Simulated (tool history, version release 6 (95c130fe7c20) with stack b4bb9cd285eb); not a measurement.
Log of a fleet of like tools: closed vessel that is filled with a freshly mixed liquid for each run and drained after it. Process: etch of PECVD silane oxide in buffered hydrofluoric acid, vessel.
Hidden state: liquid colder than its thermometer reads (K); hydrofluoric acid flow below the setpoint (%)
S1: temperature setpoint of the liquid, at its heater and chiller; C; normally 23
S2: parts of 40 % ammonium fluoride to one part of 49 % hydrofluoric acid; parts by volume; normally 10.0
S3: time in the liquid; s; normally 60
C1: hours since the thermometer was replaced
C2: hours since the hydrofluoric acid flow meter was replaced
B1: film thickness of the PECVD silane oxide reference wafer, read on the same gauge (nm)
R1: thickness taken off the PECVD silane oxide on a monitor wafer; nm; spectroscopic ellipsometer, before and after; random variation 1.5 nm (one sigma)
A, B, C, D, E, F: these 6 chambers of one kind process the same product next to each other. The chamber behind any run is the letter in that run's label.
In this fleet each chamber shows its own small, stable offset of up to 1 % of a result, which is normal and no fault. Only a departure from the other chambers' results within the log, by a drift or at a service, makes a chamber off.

Run 1E, hour 7.5: usual settings; C1 244.9; C2 834.9; B1 150.00. Result: R1 152.510 nm.
Run 2B, hour 14.5: usual settings; C1 23.1; C2 1152.7; B1 149.97. Result: R1 151.360 nm.
Run 3D, hour 19.4: usual settings; C1 1941.9; C2 250.0; B1 150.01. Result: R1 153.440 nm.
Run 4C, hour 26.2: usual settings; C1 2375.5; C2 128.5; B1 149.97. Result: R1 151.330 nm.
Run 5F, hour 32.2: usual settings; C1 751.0; C2 584.2; B1 149.99. Result: R1 149.190 nm.
Run 6A, hour 38.2: usual settings; C1 585.1; C2 1936.9; B1 150.02. Result: R1 151.190 nm.
Run 7C, hour 46.9: usual settings; C1 2396.2; C2 149.2; B1 149.99. Result: R1 149.800 nm.
Run 8A, hour 55.0: usual settings; C1 601.9; C2 1953.7; B1 149.97. Result: R1 153.320 nm.
Run 9B, hour 61.1: usual settings but S2 9.0 parts by volume; C1 69.7; C2 1199.3; B1 150.01. Result: R1 158.420 nm.
At hour 63.9: chamber A: hydrofluoric acid flow meter replaced.
Run 10D, hour 66.0: usual settings but S2 9.0 parts by volume; C1 1988.5; C2 296.6; B1 150.03. Result: R1 162.340 nm.
Run 11E, hour 73.5: usual settings but S2 9.0 parts by volume; C1 310.9; C2 900.9; B1 149.97. Result: R1 161.640 nm.
Run 12F, hour 82.3: usual settings but S2 9.0 parts by volume; C1 801.1; C2 634.3; B1 149.99. Result: R1 163.440 nm.
Run 13D, hour 87.6: usual settings but S2 9.0 parts by volume; C1 2010.1; C2 318.2; B1 150.00. Result: R1 162.980 nm.
Run 14C, hour 95.7: usual settings but S2 9.0 parts by volume; C1 2445.0; C2 198.0; B1 150.01. Result: R1 160.330 nm.
Run 15A, hour 102.4: usual settings; C1 649.3; C2 38.6; B1 150.01. Result: R1 150.050 nm.
Run 16E, hour 108.0: usual settings; C1 345.4; C2 935.4; B1 150.00. Result: R1 148.690 nm.
Run 17B, hour 115.7: usual settings; C1 124.3; C2 1253.9; B1 150.00. Result: R1 151.720 nm.
Run 18F, hour 122.1: usual settings; C1 840.9; C2 674.1; B1 149.97. Result: R1 150.090 nm.
Run 19E, hour 130.6: usual settings but S2 12.5 parts by volume, S3 35 s; C1 368.0; C2 958.0; B1 150.02. Result: R1 69.791 nm.
At hour 130.8: chamber C: thermometer replaced.
Run 20B, hour 139.5: usual settings but S2 12.5 parts by volume, S3 35 s; C1 148.1; C2 1277.7; B1 150.02. Result: R1 69.509 nm.
Run 21F, hour 143.7: usual settings but S2 12.5 parts by volume, S3 35 s; C1 862.5; C2 695.7; B1 149.97. Result: R1 70.667 nm.
Run 22A, hour 150.9: usual settings but S2 12.5 parts by volume, S3 35 s; C1 697.8; C2 87.1; B1 150.02. Result: R1 70.598 nm.
Run 23D, hour 159.3: usual settings but S2 12.5 parts by volume, S3 35 s; C1 2081.8; C2 389.9; B1 150.01. Result: R1 71.162 nm.
Run 24C, hour 165.4: usual settings but S2 12.5 parts by volume, S3 35 s; C1 34.6; C2 267.7; B1 150.01. Result: R1 71.354 nm.
Run 25B, hour 171.9: usual settings; C1 180.5; C2 1310.1; B1 149.99. Result: R1 149.090 nm.
Run 26C, hour 176.6: usual settings; C1 45.8; C2 278.9; B1 149.98. Result: R1 151.000 nm.
Run 27A, hour 180.6: usual settings; C1 727.5; C2 116.8; B1 149.96. Result: R1 147.790 nm.
Run 28E, hour 187.4: usual settings; C1 424.8; C2 1014.8; B1 150.03. Result: R1 141.380 nm.
Run 29F, hour 195.2: usual settings but S2 8.5 parts by volume, S3 85 s; C1 914.0; C2 747.2; B1 150.02. Result: R1 241.950 nm.
Run 30D, hour 202.3: usual settings but S2 8.5 parts by volume, S3 85 s; C1 2124.8; C2 432.9; B1 149.99. Result: R1 239.230 nm.
Run 31D, hour 210.5: usual settings but S2 8.5 parts by volume, S3 85 s; C1 2133.0; C2 441.1; B1 150.00. Result: R1 244.640 nm.
Run 32F, hour 218.7: usual settings but S2 8.5 parts by volume, S3 85 s; C1 937.5; C2 770.7; B1 150.03. Result: R1 244.600 nm.
Run 33E, hour 223.8: usual settings but S2 8.5 parts by volume, S3 85 s; C1 461.2; C2 1051.2; B1 149.98. Result: R1 226.820 nm.
Run 34A, hour 227.9: usual settings but S2 8.5 parts by volume, S3 85 s; C1 774.8; C2 164.1; B1 149.97. Result: R1 241.580 nm.
Run 35B, hour 235.4: usual settings; C1 244.0; C2 1373.6; B1 149.98. Result: R1 151.560 nm.
Run 36C, hour 244.1: usual settings; C1 113.3; C2 346.4; B1 150.01. Result: R1 151.600 nm.

One chamber off, gauge drift, or nothing amiss beyond the chambers' own small offsets? If it is a chamber, which one, and what is the likeliest cause?

One chamber, E, drifts off from the rest bit by bit.
Most likely cause: hydrofluoric acid flow below the setpoint (%) = 8.06.
The log might look much the same if the cause were instead: liquid colder than its thermometer reads (K).

Here are 4 candidates for chamber E's next run, each the usual settings with a change, their results left as question marks. Which one brings its results back in line with what the others give on the usual settings?
Allowed miss from the other chambers' usual-settings mean, per result, to count as in line: R1 5.200 nm
Run 37E-1, hour 250.5: usual settings but S1 22.5 C, S2 10.5 parts by volume. Result: R1 ?.
Run 37E-2, hour 250.5: usual settings but S1 23.5 C. Result: R1 ?.
Run 37E-3, hour 250.5: usual settings but S3 65 s. Result: R1 ?.
Run 37E-4, hour 250.5: usual settings but S1 22.5 C. Result: R1 ?.

Average result of the remaining chambers running the usual settings: R1 150.830 nm
  run       R1
37E-1  128.580
37E-2  142.440
37E-3  150.140
37E-4  134.830
It is 37E-3 that realigns the chamber with its peers.
